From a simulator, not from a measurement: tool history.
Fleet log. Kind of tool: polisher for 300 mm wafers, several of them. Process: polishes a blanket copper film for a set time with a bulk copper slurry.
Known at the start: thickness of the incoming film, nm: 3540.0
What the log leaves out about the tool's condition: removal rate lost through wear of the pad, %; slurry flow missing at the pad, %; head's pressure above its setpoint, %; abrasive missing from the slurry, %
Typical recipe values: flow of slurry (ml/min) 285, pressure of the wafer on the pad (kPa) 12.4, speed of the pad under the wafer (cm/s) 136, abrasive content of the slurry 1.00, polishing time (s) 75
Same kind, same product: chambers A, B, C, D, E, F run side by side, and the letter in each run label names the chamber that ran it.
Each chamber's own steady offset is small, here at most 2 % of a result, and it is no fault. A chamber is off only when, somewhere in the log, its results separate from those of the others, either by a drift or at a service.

run,day,flow of slurry (ml/min),pressure of the wafer on the pad (kPa),speed of the pad under the wafer (cm/s),abrasive content of the slurry,polishing time (s),wafers polished on this pad,hours since the slurry nozzle was cleaned,hours since the head pressure was calibrated,hours since the slurry blender was calibrated,film removed (nm)
# day 0.138: chamber F: worn pad replaced by a new one
1D,0.238,285,12.4,136,1.00,75,341,241.9,109.4,167.7,672.91
# day 0.396: chamber C: worn pad replaced by a new one
# day 0.458: chamber F: slurry nozzle cleaned
2C,0.717,285,12.4,136,1.00,75,61,350.5,979.0,96.1,665.11
3F,1.071,285,12.4,136,1.00,75,179,14.7,46.8,110.9,670.33
# day 1.175: chamber A: worn pad replaced by a new one
# day 1.425: chamber C: slurry blender recalibrated
4E,1.492,285,12.4,136,1.00,75,328,119.1,824.1,147.8,667.94
5B,1.921,285,12.4,136,1.00,75,762,571.4,634.5,243.1,691.91
6A,2.358,285,12.4,136,1.00,75,226,511.6,565.7,303.2,687.08
7F,2.625,285,12.4,136,1.00,75,476,52.0,84.1,148.2,682.95
# day 2.988: chamber A: slurry nozzle cleaned
8B,3.025,285,12.4,136,1.00,75,973,597.9,661.0,269.6,684.41
# day 3.308: chamber A: slurry blender recalibrated
9C,3.492,285,12.4,136,0.85,75,592,417.1,1045.6,49.6,649.61
# day 3.871: chamber E: slurry blender recalibrated
10E,3.946,285,12.4,136,0.85,75,798,178.0,883.0,1.9,655.97
# day 4.079: chamber A: worn pad replaced by a new one
11A,4.283,285,12.4,136,0.85,75,39,31.1,611.9,23.5,652.31
# day 4.396: chamber C: worn pad replaced by a new one
12D,4.654,285,12.4,136,0.85,75,1187,347.9,215.4,273.7,644.40
13A,4.933,285,12.4,136,0.85,75,164,46.7,627.5,39.1,660.94
# day 5.167: chamber F: worn pad replaced by a new one
14F,5.358,285,12.4,136,0.85,75,37,117.6,149.7,213.8,655.75
15D,5.675,285,12.4,136,1.00,75,1382,372.4,239.9,298.2,668.22
# day 5.742: chamber D: slurry blender recalibrated
# day 5.783: chamber D: worn pad replaced by a new one
16B,5.912,285,12.4,136,1.00,75,1526,667.2,730.3,338.9,684.10
17C,6.225,285,12.4,136,1.00,75,350,482.7,1111.2,115.2,669.18
# day 6.258: chamber B: slurry nozzle cleaned
# day 6.396: chamber C: slurry blender recalibrated
18E,6.721,360,12.4,102,1.00,75,1329,244.6,949.6,68.5,516.45
# day 6.854: chamber E: worn pad replaced by a new one
# day 6.883: chamber A: worn pad replaced by a new one
19A,7.217,360,12.4,102,1.00,75,64,101.5,682.3,93.9,519.47
20D,7.642,360,12.4,102,1.00,75,355,419.6,287.1,45.7,507.40
21F,8.133,360,12.4,102,1.00,75,568,184.2,216.3,280.4,515.17
22C,8.542,360,12.4,102,1.00,75,794,538.3,1166.8,51.6,512.32
# day 8.696: chamber C: worn pad replaced by a new one
23E,8.879,360,12.4,102,1.00,75,387,296.4,1001.4,120.3,513.39
24B,9.162,285,12.4,136,1.00,75,2148,69.8,808.3,416.9,650.35
25A,9.512,285,12.4,136,1.00,75,503,156.6,737.4,149.0,685.87
# day 9.604: chamber F: slurry blender recalibrated
# day 9.854: chamber F: worn pad replaced by a new one
# day 9.883: chamber A: worn pad replaced by a new one
26E,9.950,285,12.4,136,1.00,75,592,322.1,1027.1,146.0,665.71
27B,10.329,285,12.4,136,1.00,75,2371,97.8,836.3,444.9,647.88
28F,10.721,285,12.4,136,1.00,75,166,246.3,278.4,26.8,681.21
# day 11.042: chamber B: slurry blender recalibrated
29C,11.192,285,12.4,136,1.00,75,478,601.9,1230.4,115.2,671.46
30D,11.438,285,12.4,136,1.00,75,1082,510.7,378.2,136.8,675.12
# day 11.512: chamber E: slurry blender recalibrated
31F,11.671,285,12.4,136,1.00,75,348,269.1,301.2,49.6,671.52
32C,12.050,285,12.4,136,1.00,75,642,622.5,1251.0,135.8,665.00
# day 12.217: chamber C: worn pad replaced by a new one
# day 12.338: chamber C: slurry blender recalibrated
33D,12.446,285,12.4,136,1.00,75,1275,534.9,402.4,161.0,666.91
34A,12.667,285,12.4,136,1.00,75,533,232.3,813.1,224.7,680.58
# day 12.750: chamber D: worn pad replaced by a new one
# day 12.900: chamber C: head pressure recalibrated
35E,12.971,285,15.2,118,1.00,75,1170,394.6,1099.6,35.0,710.90
36B,13.429,285,15.2,118,1.00,75,2965,172.2,910.7,57.4,684.03
37C,13.671,285,15.2,118,1.00,75,278,661.4,18.6,32.1,717.95
38D,14.058,285,15.2,118,1.00,75,250,573.6,441.1,199.7,727.07
39B,14.458,285,15.2,118,1.00,75,3162,196.9,935.4,82.1,659.13

Read the log: is a single chamber off, either drifting away or since a service, is the gauge that measures every chamber drifting, or is nothing wrong beyond small per-chamber offsets? Name any odd chamber and what most likely caused it.

It is chamber B that slowly wanders off from its peers.
Cause: removal rate lost through wear of the pad, % = 9.68.
The log may not tell that from: head's pressure below its setpoint, %.

Chamber B could run next with any of the 4 candidate recipes listed below; each alters the usual settings, and their results appear as question marks. Which one brings its results back in line with what the other chambers deliver on the usual settings?
In line here means within this much of the mean the other chambers give on the usual settings: film removed (nm) 18.00
40B-1,14.817,285,11.7,136,1.00,73,,,,,?
40B-2,14.817,285,12.4,138,1.00,76,,,,,?
40B-3,14.817,285,12.4,142,1.00,78,,,,,?
40B-4,14.817,285,12.4,132,1.00,75,,,,,?

Average result of the remaining chambers running the usual settings: film removed (nm) 675.89
run,film removed (nm)
40B-1,572.74
40B-2,640.77
40B-3,676.64
40B-4,604.94
With 40B-3, the chamber falls back in line with the rest.
